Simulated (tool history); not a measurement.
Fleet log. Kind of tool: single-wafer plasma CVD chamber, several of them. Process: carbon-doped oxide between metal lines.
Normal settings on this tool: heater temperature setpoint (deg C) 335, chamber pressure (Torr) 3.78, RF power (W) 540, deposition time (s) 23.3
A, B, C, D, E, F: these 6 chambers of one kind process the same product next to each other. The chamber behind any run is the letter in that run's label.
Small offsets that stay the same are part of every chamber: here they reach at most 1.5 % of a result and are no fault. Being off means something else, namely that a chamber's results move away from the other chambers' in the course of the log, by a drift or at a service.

run,hour,heater temperature setpoint (deg C),chamber pressure (Torr),RF power (W),deposition time (s),"read-back reference wafer on the same gauge, thickness_nm",mean film thickness on the monitor wafer (angstrom)
1C,12.7,335,3.78,540,23.3,150.12,1268.4
2D,28.4,335,3.78,540,23.3,149.98,1276.8
3A,41.8,335,3.78,540,23.3,150.02,1277.9
4B,51.1,335,3.78,540,23.3,150.05,1257.8
5E,66.9,335,3.78,540,23.3,150.01,1264.7
6F,82.8,335,2.94,540,23.3,150.01,1246.9
7C,93.9,335,2.94,540,23.3,150.05,1229.9
8A,104.1,335,2.94,540,23.3,150.08,1243.7
# hour 106.7: chamber D: RF generator calibrated
9E,118.1,335,2.94,540,23.3,149.92,1242.3
10D,132.0,335,2.94,540,23.3,150.10,1243.5
11F,145.6,335,2.94,540,23.3,149.96,1249.2
12B,152.7,335,4.51,500,23.3,149.95,1215.1
13B,166.0,335,4.51,500,23.3,149.98,1236.4
14F,174.8,335,4.51,500,23.3,150.09,1247.8
15A,185.9,335,4.51,500,23.3,150.22,1224.8
16C,199.5,335,4.51,500,23.3,150.12,1241.7
17E,212.2,335,4.51,500,23.3,149.94,1240.2
# hour 213.9: chamber C: RF generator calibrated
18D,225.1,335,3.78,540,23.3,150.03,1277.4
19B,238.9,335,3.78,540,23.3,150.02,1258.6
20E,249.7,335,3.78,540,23.3,149.92,1261.5
21C,261.1,321,4.52,540,23.3,150.00,1378.9
22D,276.5,321,4.52,540,23.3,150.05,1367.3
23A,290.0,321,4.52,540,23.3,150.20,1341.9
24F,301.2,321,4.52,540,23.3,149.88,1370.6
# hour 308.6: chamber C: capacitance manometer re-zeroed and calibrated
25E,314.7,321,4.52,540,23.3,150.00,1368.0
26F,326.9,321,4.52,540,23.3,149.89,1378.2
27A,334.8,335,3.78,540,23.3,150.09,1237.4
28B,342.3,335,3.78,540,23.3,149.93,1252.6
29C,351.3,335,3.78,540,23.3,149.83,1281.2
30D,366.7,335,3.78,540,23.3,150.16,1276.7
# hour 370.2: chamber A: capacitance manometer re-zeroed and calibrated
31F,376.3,335,3.78,540,23.3,149.99,1278.1
32C,392.2,335,3.78,540,23.3,150.00,1268.0
33D,406.4,335,3.78,540,23.3,150.00,1276.3
34E,415.1,335,3.78,540,23.3,149.98,1272.3
35B,424.6,335,3.78,540,23.3,150.01,1264.6
36A,437.7,335,3.78,540,23.3,150.01,1222.7
37E,450.0,335,3.78,540,23.3,149.95,1268.1
38A,461.2,335,3.78,540,23.3,150.00,1219.4
39F,477.1,335,3.78,540,23.3,149.92,1280.5

Which is it: a chamber that has drifted or been left off by a service, a gauge drift common to all chambers, or only each chamber's usual small offset? If a chamber is off, name it and its likeliest cause.

One chamber, A, drifts off from the rest bit by bit.
Cause: delivered RF power below the setpoint (%) = 7.7.

Here are 4 candidates for chamber A's next run, each the usual settings with a change, their results left as question marks. Which one brings its results back in line with what the others give on the usual settings?
Counts as in line when no further than this from what the other chambers average on the usual settings: mean film thickness on the monitor wafer (angstrom) 16.0
40A-1,488.5,338,3.78,490,23.3,,?
40A-2,488.5,322,3.78,540,23.3,,?
40A-3,488.5,335,3.89,595,23.3,,?
40A-4,488.5,335,3.78,540,22.3,,?

Other chambers, usual settings, mean: mean film thickness on the monitor wafer (angstrom) 1269.8
run,mean film thickness on the monitor wafer (angstrom)
40A-1,1133.5
40A-2,1273.3
40A-3,1296.1
40A-4,1165.3
It is 40A-2 that realigns the chamber with its peers.
